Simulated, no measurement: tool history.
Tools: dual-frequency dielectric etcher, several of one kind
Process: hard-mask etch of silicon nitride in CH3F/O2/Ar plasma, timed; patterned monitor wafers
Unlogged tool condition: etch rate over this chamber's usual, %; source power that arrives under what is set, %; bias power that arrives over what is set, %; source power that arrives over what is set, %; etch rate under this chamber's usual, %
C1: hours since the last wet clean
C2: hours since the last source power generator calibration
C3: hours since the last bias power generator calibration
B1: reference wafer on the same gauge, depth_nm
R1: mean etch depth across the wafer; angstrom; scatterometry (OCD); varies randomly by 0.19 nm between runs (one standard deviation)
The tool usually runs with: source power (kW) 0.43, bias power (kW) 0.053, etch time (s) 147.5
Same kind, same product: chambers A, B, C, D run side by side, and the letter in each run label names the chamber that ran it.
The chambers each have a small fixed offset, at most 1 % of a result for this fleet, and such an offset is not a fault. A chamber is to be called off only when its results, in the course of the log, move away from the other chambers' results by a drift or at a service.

{"run": "1A", "hour": 4.0, "source power (kW)": 0.43, "bias power (kW)": 0.053, "etch time (s)": 147.5, "C1": 360.1, "C2": 3651.3, "C3": 2018.8, "B1": 109.05, "R1": 950.91}
{"run": "2D", "hour": 8.7, "source power (kW)": 0.43, "bias power (kW)": 0.053, "etch time (s)": 147.5, "C1": 85.4, "C2": 1430.8, "C3": 1042.7, "B1": 108.98, "R1": 963.91}
{"run": "3B", "hour": 13.0, "source power (kW)": 0.43, "bias power (kW)": 0.053, "etch time (s)": 147.5, "C1": 428.2, "C2": 35.2, "C3": 5123.7, "B1": 108.95, "R1": 961.81}
{"run": "4C", "hour": 17.2, "source power (kW)": 0.43, "bias power (kW)": 0.053, "etch time (s)": 147.5, "C1": 413, "C2": 830.9, "C3": 491.8, "B1": 108.98, "R1": 953.55}
{"run": "5B", "hour": 21.7, "source power (kW)": 0.43, "bias power (kW)": 0.053, "etch time (s)": 147.5, "C1": 436.9, "C2": 43.9, "C3": 5132.4, "B1": 109.06, "R1": 963.98}
{"run": "6A", "hour": 26.7, "source power (kW)": 0.43, "bias power (kW)": 0.053, "etch time (s)": 147.5, "C1": 382.8, "C2": 3674, "C3": 2041.5, "B1": 108.96, "R1": 948.26}
{"run": "7C", "hour": 32.1, "source power (kW)": 0.43, "bias power (kW)": 0.053, "etch time (s)": 147.5, "C1": 427.9, "C2": 845.8, "C3": 506.7, "B1": 109.01, "R1": 954.5}
{"run": "8D", "hour": 36.1, "source power (kW)": 0.43, "bias power (kW)": 0.053, "etch time (s)": 147.5, "C1": 112.8, "C2": 1458.2, "C3": 1070.1, "B1": 109, "R1": 960.6}
{"run": "9A", "hour": 41.0, "source power (kW)": 0.43, "bias power (kW)": 0.053, "etch time (s)": 147.5, "C1": 397.1, "C2": 3688.3, "C3": 2055.8, "B1": 109.06, "R1": 956.54}
{"run": "10B", "hour": 45.7, "source power (kW)": 0.43, "bias power (kW)": 0.053, "etch time (s)": 147.5, "C1": 460.9, "C2": 67.9, "C3": 5156.4, "B1": 108.98, "R1": 961.77}
{"run": "11C", "hour": 49.3, "source power (kW)": 0.43, "bias power (kW)": 0.053, "etch time (s)": 147.5, "C1": 445.1, "C2": 863, "C3": 523.9, "B1": 109.01, "R1": 956.89}
{"run": "12D", "hour": 55.3, "source power (kW)": 0.43, "bias power (kW)": 0.053, "etch time (s)": 147.5, "C1": 132, "C2": 1477.4, "C3": 1089.3, "B1": 108.98, "R1": 956.26}
{"run": "13D", "hour": 58.4, "source power (kW)": 0.43, "bias power (kW)": 0.053, "etch time (s)": 147.5, "C1": 135.1, "C2": 1480.5, "C3": 1092.4, "B1": 109.02, "R1": 962.07}
{"run": "14B", "hour": 63.4, "source power (kW)": 0.43, "bias power (kW)": 0.053, "etch time (s)": 147.5, "C1": 478.6, "C2": 85.6, "C3": 5174.1, "B1": 109.04, "R1": 962.66}
{"run": "15C", "hour": 66.7, "source power (kW)": 0.43, "bias power (kW)": 0.053, "etch time (s)": 147.5, "C1": 462.5, "C2": 880.4, "C3": 541.3, "B1": 108.97, "R1": 954.72}
{"run": "16A", "hour": 70.5, "source power (kW)": 0.43, "bias power (kW)": 0.045, "etch time (s)": 184.5, "C1": 426.6, "C2": 3717.8, "C3": 2085.3, "B1": 109.01, "R1": 1130.8}
{"run": "17B", "hour": 74.8, "source power (kW)": 0.43, "bias power (kW)": 0.045, "etch time (s)": 184.5, "C1": 490, "C2": 97, "C3": 5185.5, "B1": 108.97, "R1": 1141.8}
{"run": "18A", "hour": 79.0, "source power (kW)": 0.43, "bias power (kW)": 0.045, "etch time (s)": 184.5, "C1": 435.1, "C2": 3726.3, "C3": 2093.8, "B1": 109.03, "R1": 1127}
{"run": "19C", "hour": 82.2, "source power (kW)": 0.43, "bias power (kW)": 0.045, "etch time (s)": 184.5, "C1": 478, "C2": 895.9, "C3": 556.8, "B1": 108.95, "R1": 1132.7}
{"run": "20D", "hour": 87.4, "source power (kW)": 0.43, "bias power (kW)": 0.053, "etch time (s)": 147.5, "C1": 164.1, "C2": 1509.5, "C3": 1121.4, "B1": 108.99, "R1": 960.58}
{"run": "21C", "hour": 93.4, "source power (kW)": 0.43, "bias power (kW)": 0.053, "etch time (s)": 147.5, "C1": 489.2, "C2": 907.1, "C3": 568, "B1": 108.97, "R1": 957.44}
{"run": "22A", "hour": 97.8, "source power (kW)": 0.43, "bias power (kW)": 0.053, "etch time (s)": 147.5, "C1": 453.9, "C2": 3745.1, "C3": 2112.6, "B1": 108.98, "R1": 950.82}
{"run": "23D", "hour": 101.1, "source power (kW)": 0.46, "bias power (kW)": 0.063, "etch time (s)": 147.5, "C1": 177.8, "C2": 1523.2, "C3": 1135.1, "B1": 109.06, "R1": 1047}
{"run": "24B", "hour": 106.5, "source power (kW)": 0.46, "bias power (kW)": 0.063, "etch time (s)": 147.5, "C1": 521.7, "C2": 128.7, "C3": 5217.2, "B1": 108.94, "R1": 1042.7}
{"run": "25C", "hour": 110.6, "source power (kW)": 0.46, "bias power (kW)": 0.063, "etch time (s)": 147.5, "C1": 506.4, "C2": 924.3, "C3": 585.2, "B1": 109.01, "R1": 1035.4}
{"run": "26B", "hour": 115.9, "source power (kW)": 0.46, "bias power (kW)": 0.063, "etch time (s)": 147.5, "C1": 531.1, "C2": 138.1, "C3": 5226.6, "B1": 109.01, "R1": 1046.9}
{"run": "27D", "hour": 120.7, "source power (kW)": 0.49, "bias power (kW)": 0.062, "etch time (s)": 147.5, "C1": 197.4, "C2": 1542.8, "C3": 1154.7, "B1": 109.02, "R1": 1071.2}
{"run": "28A", "hour": 125.5, "source power (kW)": 0.49, "bias power (kW)": 0.062, "etch time (s)": 147.5, "C1": 481.6, "C2": 3772.8, "C3": 2140.3, "B1": 108.93, "R1": 1056.1}
{"hour": 129.0, "done": "chamber A: wet clean of the chamber"}
{"run": "29B", "hour": 129.6, "source power (kW)": 0.49, "bias power (kW)": 0.062, "etch time (s)": 147.5, "C1": 544.8, "C2": 151.8, "C3": 5240.3, "B1": 109.07, "R1": 1064.4}
{"run": "30C", "hour": 134.5, "source power (kW)": 0.49, "bias power (kW)": 0.062, "etch time (s)": 147.5, "C1": 530.3, "C2": 948.2, "C3": 609.1, "B1": 109.01, "R1": 1059}
{"hour": 134.7, "done": "chamber B: bias power generator calibrated"}
{"run": "31D", "hour": 137.3, "source power (kW)": 0.43, "bias power (kW)": 0.053, "etch time (s)": 147.5, "C1": 214, "C2": 1559.4, "C3": 1171.3, "B1": 109.01, "R1": 972.46}
{"run": "32A", "hour": 142.2, "source power (kW)": 0.43, "bias power (kW)": 0.053, "etch time (s)": 147.5, "C1": 13.2, "C2": 3789.5, "C3": 2157, "B1": 109.04, "R1": 949.49}
{"run": "33C", "hour": 146.7, "source power (kW)": 0.43, "bias power (kW)": 0.053, "etch time (s)": 147.5, "C1": 542.5, "C2": 960.4, "C3": 621.3, "B1": 108.95, "R1": 956.26}
{"run": "34A", "hour": 152.8, "source power (kW)": 0.43, "bias power (kW)": 0.053, "etch time (s)": 147.5, "C1": 23.8, "C2": 3800.1, "C3": 2167.6, "B1": 109.01, "R1": 950.16}
{"run": "35D", "hour": 158.6, "source power (kW)": 0.43, "bias power (kW)": 0.053, "etch time (s)": 147.5, "C1": 235.3, "C2": 1580.7, "C3": 1192.6, "B1": 109.01, "R1": 973}
{"run": "36B", "hour": 162.7, "source power (kW)": 0.43, "bias power (kW)": 0.053, "etch time (s)": 147.5, "C1": 577.9, "C2": 184.9, "C3": 28.1, "B1": 108.96, "R1": 963.46}
{"run": "37D", "hour": 168.3, "source power (kW)": 0.43, "bias power (kW)": 0.053, "etch time (s)": 147.5, "C1": 245, "C2": 1590.4, "C3": 1202.3, "B1": 108.98, "R1": 974.97}
{"run": "38A", "hour": 171.2, "source power (kW)": 0.43, "bias power (kW)": 0.053, "etch time (s)": 147.5, "C1": 42.2, "C2": 3818.5, "C3": 2186, "B1": 109.03, "R1": 956.09}
{"run": "39C", "hour": 177.0, "source power (kW)": 0.43, "bias power (kW)": 0.053, "etch time (s)": 147.5, "C1": 572.8, "C2": 990.7, "C3": 651.6, "B1": 108.98, "R1": 956.32}

Decide between three cases: one chamber stands off from its peers, the gauge reading all wafers drifts, or nothing is wrong past each chamber's small offset. Where a chamber is off, say which and what most likely put it there.

Little by little, chamber D moves away from the other chambers.
Likeliest cause: etch rate over this chamber's usual, % = 2.29.
Not necessarily distinguishable in this log from: source power that arrives over what is set, %.

Here are 4 candidates for chamber D's next run, each the usual settings with a change, their results left as question marks. Which one brings its results back in line with what the others give on the usual settings?
A result is in line if it is within this distance of the other chambers' mean on the usual settings: R1 7.7 angstrom
{"run": "40D-1", "hour": 181.5, "source power (kW)": 0.43, "bias power (kW)": 0.053, "etch time (s)": 153.5, "R1": "?"}
{"run": "40D-2", "hour": 181.5, "source power (kW)": 0.43, "bias power (kW)": 0.053, "etch time (s)": 151.5, "R1": "?"}
{"run": "40D-3", "hour": 181.5, "source power (kW)": 0.39, "bias power (kW)": 0.053, "etch time (s)": 147.5, "R1": "?"}
{"run": "40D-4", "hour": 181.5, "source power (kW)": 0.43, "bias power (kW)": 0.053, "etch time (s)": 144, "R1": "?"}

The other chambers' mean on the usual settings: R1 956.27 angstrom
run=40D-1 R1=1021.6
run=40D-2 R1=1008.3
run=40D-3 R1=944.55
run=40D-4 R1=958.36
40D-4 puts the chamber back in line with the other chambers.

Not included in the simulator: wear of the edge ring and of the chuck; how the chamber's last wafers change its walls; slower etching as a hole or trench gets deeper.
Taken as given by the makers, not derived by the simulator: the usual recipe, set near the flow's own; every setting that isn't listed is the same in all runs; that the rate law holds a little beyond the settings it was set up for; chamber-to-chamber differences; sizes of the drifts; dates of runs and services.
